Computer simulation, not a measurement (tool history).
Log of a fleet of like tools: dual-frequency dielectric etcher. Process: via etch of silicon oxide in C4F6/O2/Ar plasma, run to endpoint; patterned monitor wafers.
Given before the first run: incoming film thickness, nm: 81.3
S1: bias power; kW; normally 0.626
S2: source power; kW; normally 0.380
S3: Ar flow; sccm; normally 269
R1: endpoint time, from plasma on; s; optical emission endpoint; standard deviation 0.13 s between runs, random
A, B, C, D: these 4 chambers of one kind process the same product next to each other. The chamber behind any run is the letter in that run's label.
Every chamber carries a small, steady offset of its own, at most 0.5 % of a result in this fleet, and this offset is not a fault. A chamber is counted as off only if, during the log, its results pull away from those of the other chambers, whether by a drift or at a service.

Run 1C, day 0.533: usual settings. Result: R1 16.751 s.
Run 2B, day 1.046: usual settings. Result: R1 16.404 s.
Run 3D, day 1.312: usual settings. Result: R1 16.467 s.
Run 4A, day 1.854: usual settings. Result: R1 16.626 s.
Run 5B, day 2.208: usual settings. Result: R1 16.317 s.
Run 6A, day 2.596: usual settings. Result: R1 16.398 s.
Run 7C, day 3.121: usual settings. Result: R1 16.394 s.
Run 8D, day 3.467: usual settings. Result: R1 16.531 s.
Run 9C, day 3.846: usual settings. Result: R1 16.406 s.
Run 10A, day 4.408: usual settings. Result: R1 16.739 s.
Run 11B, day 4.733: usual settings. Result: R1 16.487 s.
Run 12D, day 5.158: usual settings. Result: R1 16.540 s.
Run 13C, day 5.412: usual settings but S1 0.533 kW. Result: R1 17.622 s.
Run 14D, day 5.658: usual settings but S1 0.533 kW. Result: R1 17.449 s.
Run 15A, day 5.962: usual settings but S1 0.533 kW. Result: R1 17.787 s.
Run 16B, day 6.262: usual settings but S1 0.533 kW. Result: R1 17.635 s.
At day 6.712: chamber A: wet clean of the chamber.
Run 17C, day 6.738: usual settings. Result: R1 16.366 s.
At day 7.083: chamber B: wet clean of the chamber.
Run 18D, day 7.117: usual settings. Result: R1 16.555 s.
At day 7.354: chamber C: wet clean of the chamber.
Run 19B, day 7.554: usual settings. Result: R1 16.327 s.
Run 20A, day 7.954: usual settings. Result: R1 16.590 s.
Run 21D, day 8.204: usual settings. Result: R1 16.380 s.
Run 22C, day 8.546: usual settings. Result: R1 16.359 s.
Run 23B, day 8.804: usual settings. Result: R1 16.383 s.
Run 24A, day 9.350: usual settings. Result: R1 16.748 s.
At day 9.675: chamber D: wet clean of the chamber.
Run 25B, day 9.817: usual settings. Result: R1 16.543 s.
Run 26A, day 10.146: usual settings. Result: R1 16.532 s.
Run 27C, day 10.567: usual settings. Result: R1 16.357 s.
Run 28D, day 11.117: usual settings. Result: R1 16.688 s.

Does one chamber stand apart from the rest, does the shared gauge drift, or is all well apart from small per-chamber offsets? Give the chamber and the most likely cause, where there is one.

No chamber stands off beyond its own small offset, and the gauge holds steady.
